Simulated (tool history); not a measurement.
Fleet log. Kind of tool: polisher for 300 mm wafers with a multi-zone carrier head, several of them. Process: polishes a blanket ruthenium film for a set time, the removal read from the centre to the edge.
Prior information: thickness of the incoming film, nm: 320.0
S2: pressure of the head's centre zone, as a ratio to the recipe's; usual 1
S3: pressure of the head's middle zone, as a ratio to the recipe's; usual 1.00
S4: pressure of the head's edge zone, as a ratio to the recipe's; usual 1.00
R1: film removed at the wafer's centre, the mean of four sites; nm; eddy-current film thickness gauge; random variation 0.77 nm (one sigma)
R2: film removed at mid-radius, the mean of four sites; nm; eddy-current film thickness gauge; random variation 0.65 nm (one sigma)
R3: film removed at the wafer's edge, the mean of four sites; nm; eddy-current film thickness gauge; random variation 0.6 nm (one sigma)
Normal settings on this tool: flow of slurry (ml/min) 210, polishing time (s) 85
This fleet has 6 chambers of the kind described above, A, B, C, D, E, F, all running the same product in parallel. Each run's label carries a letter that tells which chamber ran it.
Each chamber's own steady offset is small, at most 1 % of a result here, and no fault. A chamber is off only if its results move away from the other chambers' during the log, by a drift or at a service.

At hour 4.0: chamber A: worn pad replaced by a new one.
At hour 9.4: chamber F: slurry nozzle cleaned.
At hour 10.7: chamber B: worn pad replaced by a new one.
Run 1D, hour 10.7: usual settings. Result: R1 79.466 nm, R2 78.870 nm, R3 77.947 nm.
At hour 15.1: chamber A: centre zone pressure recalibrated.
Run 2A, hour 18.8: usual settings. Result: R1 78.180 nm, R2 78.738 nm, R3 79.291 nm.
Run 3B, hour 27.4: usual settings. Result: R1 78.035 nm, R2 78.042 nm, R3 78.326 nm.
At hour 31.5: chamber C: edge zone pressure recalibrated.
Run 4C, hour 40.9: usual settings. Result: R1 79.203 nm, R2 76.969 nm, R3 78.791 nm.
Run 5E, hour 54.0: usual settings. Result: R1 77.262 nm, R2 78.091 nm, R3 77.886 nm.
At hour 57.5: chamber E: worn pad replaced by a new one.
Run 6F, hour 61.7: usual settings. Result: R1 78.111 nm, R2 77.890 nm, R3 77.572 nm.
Run 7D, hour 69.3: usual settings but polishing time (s) 95. Result: R1 87.320 nm, R2 87.816 nm, R3 88.277 nm.
At hour 75.9: chamber C: worn pad replaced by a new one.
Run 8F, hour 76.9: usual settings but polishing time (s) 95. Result: R1 86.343 nm, R2 86.593 nm, R3 88.236 nm.
At hour 79.1: chamber F: edge zone pressure recalibrated.
At hour 80.2: chamber F: worn pad replaced by a new one.
At hour 85.3: chamber D: worn pad replaced by a new one.
Run 9C, hour 86.0: usual settings but polishing time (s) 95. Result: R1 87.438 nm, R2 86.089 nm, R3 88.639 nm.
Run 10E, hour 96.4: usual settings but polishing time (s) 95. Result: R1 89.108 nm, R2 87.762 nm, R3 87.336 nm.
At hour 98.5: chamber A: worn pad replaced by a new one.
At hour 99.4: chamber D: centre zone pressure recalibrated.
At hour 100.8: chamber B: worn pad replaced by a new one.
Run 11B, hour 110.1: usual settings but polishing time (s) 95. Result: R1 86.731 nm, R2 87.760 nm, R3 87.769 nm.
At hour 112.3: chamber B: slurry nozzle cleaned.
Run 12A, hour 117.8: usual settings but polishing time (s) 95. Result: R1 87.375 nm, R2 86.636 nm, R3 87.530 nm.
At hour 119.5: chamber A: slurry nozzle cleaned.
Run 13D, hour 125.9: usual settings. Result: R1 79.554 nm, R2 79.770 nm, R3 77.877 nm.
Run 14B, hour 132.7: usual settings but S3 0.94, S4 1.11. Result: R1 77.551 nm, R2 74.595 nm, R3 84.073 nm.
At hour 138.6: chamber E: worn pad replaced by a new one.
At hour 140.6: chamber D: edge zone pressure recalibrated.
Run 15C, hour 143.4: usual settings but S3 0.94, S4 1.11. Result: R1 78.688 nm, R2 73.717 nm, R3 83.593 nm.
Run 16E, hour 151.7: usual settings but S3 0.94, S4 1.11. Result: R1 80.493 nm, R2 74.175 nm, R3 82.109 nm.
At hour 158.8: chamber C: worn pad replaced by a new one.
Run 17A, hour 162.5: usual settings but S3 0.94, S4 1.11. Result: R1 79.368 nm, R2 75.512 nm, R3 83.310 nm.
At hour 165.5: chamber F: worn pad replaced by a new one.
Run 18F, hour 173.5: usual settings but S3 0.94, S4 1.11. Result: R1 77.093 nm, R2 73.459 nm, R3 82.666 nm.
Run 19F, hour 184.0: usual settings but S3 0.94, S4 1.11. Result: R1 77.966 nm, R2 73.251 nm, R3 84.033 nm.
At hour 186.0: chamber A: worn pad replaced by a new one.
At hour 188.2: chamber D: worn pad replaced by a new one.
At hour 195.7: chamber B: worn pad replaced by a new one.
Run 20D, hour 196.9: usual settings. Result: R1 78.368 nm, R2 78.561 nm, R3 77.472 nm.
Run 21E, hour 203.8: usual settings. Result: R1 80.949 nm, R2 76.927 nm, R3 78.489 nm.
Run 22A, hour 210.7: usual settings. Result: R1 77.535 nm, R2 77.806 nm, R3 78.580 nm.
At hour 220.2: chamber E: worn pad replaced by a new one.
Run 23C, hour 220.2: usual settings. Result: R1 77.071 nm, R2 78.651 nm, R3 78.116 nm.
Run 24B, hour 229.6: usual settings. Result: R1 77.091 nm, R2 78.918 nm, R3 79.329 nm.
Run 25B, hour 235.8: usual settings. Result: R1 77.364 nm, R2 77.389 nm, R3 78.595 nm.
At hour 236.2: chamber C: worn pad replaced by a new one.
At hour 242.2: chamber F: worn pad replaced by a new one.
Run 26A, hour 247.0: usual settings. Result: R1 80.378 nm, R2 78.709 nm, R3 79.197 nm.
Run 27D, hour 253.9: usual settings. Result: R1 77.816 nm, R2 78.782 nm, R3 78.093 nm.
At hour 256.6: chamber A: edge zone pressure recalibrated.
At hour 262.0: chamber A: worn pad replaced by a new one.
Run 28E, hour 267.3: usual settings. Result: R1 82.583 nm, R2 78.576 nm, R3 78.403 nm.
Run 29F, hour 275.4: usual settings. Result: R1 78.328 nm, R2 77.371 nm, R3 78.583 nm.
At hour 279.0: chamber E: slurry nozzle cleaned.
Run 30C, hour 284.0: usual settings. Result: R1 77.810 nm, R2 77.910 nm, R3 78.482 nm.
Run 31B, hour 295.3: usual settings. Result: R1 77.759 nm, R2 78.492 nm, R3 77.078 nm.
At hour 302.1: chamber E: worn pad replaced by a new one.
At hour 302.9: chamber D: worn pad replaced by a new one.
At hour 305.1: chamber E: edge zone pressure recalibrated.
At hour 306.1: chamber C: worn pad replaced by a new one.
Run 32E, hour 306.4: usual settings. Result: R1 85.332 nm, R2 79.576 nm, R3 78.231 nm.
At hour 317.1: chamber C: slurry nozzle cleaned.
Run 33C, hour 317.1: usual settings. Result: R1 80.455 nm, R2 78.496 nm, R3 77.608 nm.
Run 34F, hour 329.7: usual settings. Result: R1 78.650 nm, R2 76.007 nm, R3 77.459 nm.
At hour 334.7: chamber D: slurry nozzle cleaned.
Run 35D, hour 339.4: usual settings. Result: R1 78.150 nm, R2 78.586 nm, R3 78.908 nm.
At hour 347.6: chamber A: worn pad replaced by a new one.
Run 36A, hour 351.1: usual settings. Result: R1 78.197 nm, R2 78.853 nm, R3 79.105 nm.

Does one chamber stand apart from the rest, does the shared gauge drift, or is all well apart from small per-chamber offsets? Give the chamber and the most likely cause, where there is one.

Little by little, chamber E moves away from the other chambers.
Likeliest cause: centre zone's pressure above its setpoint, % = 9.98.

Below are 4 candidate recipes for chamber E's next run, each the usual settings with a change, their results shown as question marks. Which of them brings E's results back in line with what the other chambers give on the usual settings?
Maximum distance from the other chambers' mean on the usual settings for a result to count as in line: R1 2.700 nm; R2 2.300 nm; R3 2.100 nm
Run 37E-1, hour 360.9: usual settings but flow of slurry (ml/min) 195, S2 0.86, S4 1.06, polishing time (s) 83. Result: R1 ?, R2 ?, R3 ?.
Run 37E-2, hour 360.9: usual settings but flow of slurry (ml/min) 225, S2 1.15, S3 0.99, S4 0.93, polishing time (s) 87. Result: R1 ?, R2 ?, R3 ?.
Run 37E-3, hour 360.9: usual settings but flow of slurry (ml/min) 215, S2 1.08, S4 0.96, polishing time (s) 86. Result: R1 ?, R2 ?, R3 ?.
Run 37E-4, hour 360.9: usual settings but flow of slurry (ml/min) 205, S2 0.92, S4 1.04, polishing time (s) 84. Result: R1 ?, R2 ?, R3 ?.

Other chambers, usual settings, mean: R1 78.223 nm; R2 77.917 nm; R3 78.219 nm
  run       R1      R2      R3
37E-1   71.412  76.247  78.175
37E-2  104.610  80.655  77.760
37E-3   96.065  80.017  77.741
37E-4   78.396  77.707  78.751
With 37E-4, the chamber falls back in line with the rest.

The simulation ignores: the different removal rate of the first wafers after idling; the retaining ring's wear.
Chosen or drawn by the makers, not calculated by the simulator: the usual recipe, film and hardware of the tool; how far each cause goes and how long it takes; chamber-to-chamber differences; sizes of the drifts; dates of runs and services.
